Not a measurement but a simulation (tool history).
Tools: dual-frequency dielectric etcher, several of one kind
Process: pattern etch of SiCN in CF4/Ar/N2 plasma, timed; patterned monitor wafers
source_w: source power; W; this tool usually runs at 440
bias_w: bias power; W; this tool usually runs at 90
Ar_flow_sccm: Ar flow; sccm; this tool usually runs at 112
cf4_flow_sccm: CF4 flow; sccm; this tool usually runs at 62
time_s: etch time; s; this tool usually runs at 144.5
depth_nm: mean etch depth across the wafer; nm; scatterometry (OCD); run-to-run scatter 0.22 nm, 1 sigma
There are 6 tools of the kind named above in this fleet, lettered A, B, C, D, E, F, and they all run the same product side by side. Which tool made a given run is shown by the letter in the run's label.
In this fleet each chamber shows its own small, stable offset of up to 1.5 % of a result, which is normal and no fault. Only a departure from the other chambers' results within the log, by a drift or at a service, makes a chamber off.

run,hour,source_w,bias_w,Ar_flow_sccm,cf4_flow_sccm,time_s,"read-back reference wafer on the same gauge, depth_nm",depth_nm
1B,7.1,440,90,112,62,144.5,108.03,127.61
2E,13.9,440,90,112,62,144.5,107.96,128.28
3C,20.5,440,90,112,62,144.5,107.89,129.11
4F,24.5,440,90,112,62,144.5,107.97,128.09
5A,30.1,440,90,112,62,144.5,107.92,126.55
# hour 30.7: chamber F: wet clean of the chamber
6D,33.4,440,90,112,62,144.5,107.89,128.67
7C,38.4,440,90,85,62,144.5,107.88,134.01
# hour 41.7: chamber F: source power generator calibrated
8F,44.3,440,90,85,62,144.5,107.82,132.89
9A,47.9,440,90,85,62,144.5,107.79,131.34
10B,55.2,440,90,85,62,144.5,107.76,132.15
11E,60.7,440,90,85,62,144.5,107.77,133.27
12D,67.8,440,90,85,62,144.5,107.75,133.99
13F,72.3,440,90,112,62,144.5,107.77,127.5
14B,78.8,440,90,112,62,144.5,107.73,127.14
15C,85.6,440,90,112,62,144.5,107.68,129.27
16D,89,440,90,112,62,144.5,107.65,128.7
17A,95.3,440,90,85,68,144.5,107.68,132.81
18E,99.4,440,90,85,68,144.5,107.67,134.46
# hour 100.5: chamber D: Ar flow controller replaced
19F,106.5,440,90,85,68,144.5,107.61,134.2
20D,113.1,440,90,85,68,144.5,107.6,135.8
21C,120.4,440,90,85,68,144.5,107.59,135.47
22B,124.9,440,90,85,68,144.5,107.62,133.78
23E,129.7,440,90,112,62,144.5,107.56,127.36
24A,135.4,440,90,112,62,144.5,107.54,126
25C,138.6,440,90,112,62,144.5,107.53,128.43
26B,145.7,440,90,112,62,144.5,107.51,126.75
27F,149.9,440,90,112,62,144.5,107.51,127.31
28A,156.7,440,90,112,62,144.5,107.49,126.48
29E,161.2,440,90,112,62,144.5,107.51,127.5
30D,165,440,90,112,62,144.5,107.43,128.41
31F,171.3,440,90,112,62,144.5,107.48,127.31
32A,175.4,440,90,112,62,144.5,107.4,125.85
33B,182.5,440,90,98,62,144.5,107.43,129.62
34D,188.6,440,90,98,62,144.5,107.34,130.36
# hour 190: chamber D: wet clean of the chamber
35E,194.9,440,90,98,62,144.5,107.31,129.67
36C,198.7,440,90,98,62,144.5,107.35,131.08
37A,205.6,440,90,98,62,144.5,107.29,128.07
38B,209,440,90,98,62,144.5,107.32,129.29
39C,212.6,440,90,112,62,144.5,107.34,128.83
40F,217.7,440,104,93,62,144.5,107.31,137.31
41E,223.8,440,104,93,62,144.5,107.33,137.78
42D,227.4,440,104,93,62,144.5,107.26,138.35

Has any chamber moved away from the others, gradually or after a service, or does the common gauge drift, or do the chambers differ only by their own small steady offsets? State the chamber and the most likely cause if one applies.

It is the gauge, not a chamber: its drift shows up in every chamber's results at once, and no chamber is off.
Likeliest cause: gauge reads low (%) = 0.706.
